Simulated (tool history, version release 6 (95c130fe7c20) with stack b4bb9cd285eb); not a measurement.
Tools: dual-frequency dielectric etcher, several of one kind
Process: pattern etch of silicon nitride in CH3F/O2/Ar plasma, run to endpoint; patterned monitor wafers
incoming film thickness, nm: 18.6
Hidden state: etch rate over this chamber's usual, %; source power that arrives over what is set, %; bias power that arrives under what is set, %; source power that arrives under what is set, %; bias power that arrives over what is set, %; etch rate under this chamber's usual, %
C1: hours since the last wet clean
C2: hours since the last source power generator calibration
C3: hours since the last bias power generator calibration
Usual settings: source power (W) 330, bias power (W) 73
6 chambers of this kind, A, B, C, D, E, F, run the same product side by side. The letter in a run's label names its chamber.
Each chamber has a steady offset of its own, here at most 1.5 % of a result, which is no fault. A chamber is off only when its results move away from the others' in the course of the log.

run 1F hour=6.8 | source_power_(W)=330 bias_power_(W)=73 | C1=400.8 C2=3126.3 C3=3348.8 | endpoint_time_(s)=28.732
run 2C hour=13.2 | source_power_(W)=330 bias_power_(W)=73 | C1=424.5 C2=143.6 C3=2893.7 | endpoint_time_(s)=28.560
run 3A hour=17.5 | source_power_(W)=330 bias_power_(W)=73 | C1=489.0 C2=940.5 C3=641.9 | endpoint_time_(s)=28.924
run 4E hour=22.2 | source_power_(W)=330 bias_power_(W)=73 | C1=510.6 C2=44.2 C3=3784.8 | endpoint_time_(s)=29.161
run 5D hour=29.7 | source_power_(W)=330 bias_power_(W)=73 | C1=186.7 C2=2047.3 C3=3712.7 | endpoint_time_(s)=28.530
run 6B hour=36.3 | source_power_(W)=330 bias_power_(W)=73 | C1=415.8 C2=38.0 C3=797.0 | endpoint_time_(s)=29.033
run 7A hour=43.5 | source_power_(W)=330 bias_power_(W)=73 | C1=515.0 C2=966.5 C3=667.9 | endpoint_time_(s)=28.881
run 8E hour=48.0 | source_power_(W)=330 bias_power_(W)=91 | C1=536.4 C2=70.0 C3=3810.6 | endpoint_time_(s)=26.877
-- hour=51.5 chamber E: wet clean of the chamber
run 9F hour=52.8 | source_power_(W)=330 bias_power_(W)=91 | C1=446.8 C2=3172.3 C3=3394.8 | endpoint_time_(s)=26.655
run 10D hour=59.2 | source_power_(W)=330 bias_power_(W)=91 | C1=216.2 C2=2076.8 C3=3742.2 | endpoint_time_(s)=26.585
run 11B hour=68.0 | source_power_(W)=330 bias_power_(W)=91 | C1=447.5 C2=69.7 C3=828.7 | endpoint_time_(s)=26.706
run 12C hour=74.1 | source_power_(W)=330 bias_power_(W)=91 | C1=485.4 C2=204.5 C3=2954.6 | endpoint_time_(s)=26.424
run 13A hour=80.3 | source_power_(W)=330 bias_power_(W)=91 | C1=551.8 C2=1003.3 C3=704.7 | endpoint_time_(s)=26.758
run 14B hour=84.4 | source_power_(W)=330 bias_power_(W)=73 | C1=463.9 C2=86.1 C3=845.1 | endpoint_time_(s)=28.942
run 15C hour=90.6 | source_power_(W)=330 bias_power_(W)=73 | C1=501.9 C2=221.0 C3=2971.1 | endpoint_time_(s)=28.726
-- hour=92.8 chamber A: wet clean of the chamber
run 16D hour=98.8 | source_power_(W)=330 bias_power_(W)=73 | C1=255.8 C2=2116.4 C3=3781.8 | endpoint_time_(s)=28.715
run 17F hour=106.3 | source_power_(W)=330 bias_power_(W)=73 | C1=500.3 C2=3225.8 C3=3448.3 | endpoint_time_(s)=28.700
-- hour=110.6 chamber B: wet clean of the chamber
run 18E hour=110.9 | source_power_(W)=330 bias_power_(W)=73 | C1=59.4 C2=132.9 C3=3873.5 | endpoint_time_(s)=28.894
run 19C hour=119.6 | source_power_(W)=330 bias_power_(W)=73 | C1=530.9 C2=250.0 C3=3000.1 | endpoint_time_(s)=28.553
-- hour=124.9 chamber F: wet clean of the chamber
run 20B hour=128.5 | source_power_(W)=270 bias_power_(W)=66 | C1=17.9 C2=130.2 C3=889.2 | endpoint_time_(s)=32.145
run 21E hour=135.5 | source_power_(W)=270 bias_power_(W)=66 | C1=84.0 C2=157.5 C3=3898.1 | endpoint_time_(s)=32.331
run 22A hour=139.5 | source_power_(W)=270 bias_power_(W)=66 | C1=46.7 C2=1062.5 C3=763.9 | endpoint_time_(s)=32.226
run 23D hour=145.7 | source_power_(W)=270 bias_power_(W)=66 | C1=302.7 C2=2163.3 C3=3828.7 | endpoint_time_(s)=32.186
-- hour=149.8 chamber C: wet clean of the chamber
run 24F hour=153.5 | source_power_(W)=270 bias_power_(W)=66 | C1=28.6 C2=3273.0 C3=3495.5 | endpoint_time_(s)=33.131
run 25D hour=160.6 | source_power_(W)=270 bias_power_(W)=66 | C1=317.6 C2=2178.2 C3=3843.6 | endpoint_time_(s)=32.102
run 26F hour=166.7 | source_power_(W)=330 bias_power_(W)=73 | C1=41.8 C2=3286.2 C3=3508.7 | endpoint_time_(s)=29.734
run 27E hour=173.2 | source_power_(W)=330 bias_power_(W)=73 | C1=121.7 C2=195.2 C3=3935.8 | endpoint_time_(s)=29.000
run 28C hour=180.8 | source_power_(W)=280 bias_power_(W)=87 | C1=31.0 C2=311.2 C3=3061.3 | endpoint_time_(s)=28.407
run 29B hour=188.3 | source_power_(W)=280 bias_power_(W)=87 | C1=77.7 C2=190.0 C3=949.0 | endpoint_time_(s)=28.858
-- hour=192.2 chamber C: bias power generator calibrated
run 30A hour=197.0 | source_power_(W)=280 bias_power_(W)=87 | C1=104.2 C2=1120.0 C3=821.4 | endpoint_time_(s)=28.865
run 31C hour=201.7 | source_power_(W)=280 bias_power_(W)=87 | C1=51.9 C2=332.1 C3=9.6 | endpoint_time_(s)=28.517
run 32E hour=210.1 | source_power_(W)=280 bias_power_(W)=87 | C1=158.6 C2=232.1 C3=3972.7 | endpoint_time_(s)=28.758
run 33D hour=218.3 | source_power_(W)=280 bias_power_(W)=87 | C1=375.3 C2=2235.9 C3=3901.3 | endpoint_time_(s)=28.856
run 34B hour=226.2 | source_power_(W)=330 bias_power_(W)=73 | C1=115.6 C2=227.9 C3=986.9 | endpoint_time_(s)=28.859
run 35F hour=232.9 | source_power_(W)=330 bias_power_(W)=73 | C1=108.0 C2=3352.4 C3=3574.9 | endpoint_time_(s)=29.579
run 36A hour=239.0 | source_power_(W)=330 bias_power_(W)=73 | C1=146.2 C2=1162.0 C3=863.4 | endpoint_time_(s)=28.923
run 37F hour=246.0 | source_power_(W)=330 bias_power_(W)=73 | C1=121.1 C2=3365.5 C3=3588.0 | endpoint_time_(s)=29.545

Is one chamber off against the others, does the gauge drift, or is nothing wrong? If a chamber is off, say which, and what the likeliest cause is.

A service left chamber F off against the others.
Cause: etch rate under this chamber's usual, % = 2.98.

Here are 4 candidates for chamber F's next run, each the usual settings with a change, their results left as question marks. Which one brings its results back in line with what the others give on the usual settings?
In line means no further than this from the other chambers' mean on the usual settings: endpoint time (s) 0.360
run 38F-1 hour=252.5 | source_power_(W)=330 bias_power_(W)=84 | endpoint_time_(s)=?
run 38F-2 hour=252.5 | source_power_(W)=320 bias_power_(W)=70 | endpoint_time_(s)=?
run 38F-3 hour=252.5 | source_power_(W)=340 bias_power_(W)=76 | endpoint_time_(s)=?
run 38F-4 hour=252.5 | source_power_(W)=310 bias_power_(W)=68 | endpoint_time_(s)=?

The other chambers' mean on the usual settings: endpoint time (s) 28.831
run=38F-1 endpoint_time_(s)=28.124
run=38F-2 endpoint_time_(s)=30.322
run=38F-3 endpoint_time_(s)=28.814
run=38F-4 endpoint_time_(s)=30.990
38F-3 brings the chamber back in line.

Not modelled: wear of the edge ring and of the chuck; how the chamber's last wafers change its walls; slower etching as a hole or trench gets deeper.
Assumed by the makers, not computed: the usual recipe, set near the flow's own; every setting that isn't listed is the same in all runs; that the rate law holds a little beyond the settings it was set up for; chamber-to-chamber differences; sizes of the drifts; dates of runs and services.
